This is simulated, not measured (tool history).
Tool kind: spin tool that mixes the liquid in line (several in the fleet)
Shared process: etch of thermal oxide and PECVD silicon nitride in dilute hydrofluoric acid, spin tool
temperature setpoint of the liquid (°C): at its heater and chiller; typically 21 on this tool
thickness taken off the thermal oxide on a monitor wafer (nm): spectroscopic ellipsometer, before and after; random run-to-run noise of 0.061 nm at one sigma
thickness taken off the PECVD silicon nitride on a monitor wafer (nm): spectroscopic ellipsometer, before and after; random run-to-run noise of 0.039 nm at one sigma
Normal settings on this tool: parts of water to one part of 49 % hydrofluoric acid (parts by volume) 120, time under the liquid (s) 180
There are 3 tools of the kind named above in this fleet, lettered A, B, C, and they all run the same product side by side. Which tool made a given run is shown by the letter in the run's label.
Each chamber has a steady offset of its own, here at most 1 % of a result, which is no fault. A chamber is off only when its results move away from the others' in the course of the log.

run	hour	temperature setpoint of the liquid (°C)	parts of water to one part of 49 % hydrofluoric acid (parts by volume)	time under the liquid (s)	read-back film thickness of the thermal oxide reference wafer, read on the same gauge (nm)	read-back film thickness of the PECVD silicon nitride reference wafer, read on the same gauge (nm)	thickness taken off the thermal oxide on a monitor wafer (nm)	thickness taken off the PECVD silicon nitride on a monitor wafer (nm)
1A	2	21	120	180	49.973	140.01	6.3061	5.3272
2C	4.5	21	120	180	50.021	140	6.241	5.3186
3B	8.1	21	120	180	50.002	140.05	6.2325	5.3155
4A	10.6	21	120	180	50.047	140	6.2977	5.3499
5B	13.8	21	120	180	49.975	140.01	6.157	5.2657
6C	17.3	21	120	180	49.975	140	6.2882	5.2752
7C	20.8	17	120	130	49.943	139.97	3.7951	2.9032
8A	24	17	120	130	50.001	139.99	3.8427	2.9798
9B	26.1	17	120	130	50.038	139.94	3.895	2.9037
10B	29.7	21	120	180	49.994	140.02	6.2958	5.378
11C	32.8	19.5	120	180	50.04	140.02	5.8885	4.7625
12A	35.5	19.5	120	180	50.009	140.05	5.8572	4.8511
13C	38.1	19.5	120	180	50.033	140	6.0765	4.7998
14B	41.9	17.5	80	180	50.017	139.97	8.3577	6.192
15A	44.6	17.5	80	180	49.996	140	8.4647	6.1385
16C	47.4	17.5	80	180	49.985	139.99	8.4237	6.1668
17B	51.4	21	120	180	50.024	140	6.2542	5.2311
18A	53.6	21	120	180	50.022	139.99	6.2681	5.3123
19A	56.9	21	120	180	50.022	139.97	6.2977	5.3574
# hour 57.1: chamber B: hydrofluoric acid flow meter replaced
20B	60.9	19	120	180	50.016	139.96	5.8368	4.6694

Has any chamber moved away from the others, gradually or after a service, or does the common gauge drift, or do the chambers differ only by their own small steady offsets? State the chamber and the most likely cause if one applies.

No chamber is off and the gauge is stable; the differences are just each chamber's small, constant offset.

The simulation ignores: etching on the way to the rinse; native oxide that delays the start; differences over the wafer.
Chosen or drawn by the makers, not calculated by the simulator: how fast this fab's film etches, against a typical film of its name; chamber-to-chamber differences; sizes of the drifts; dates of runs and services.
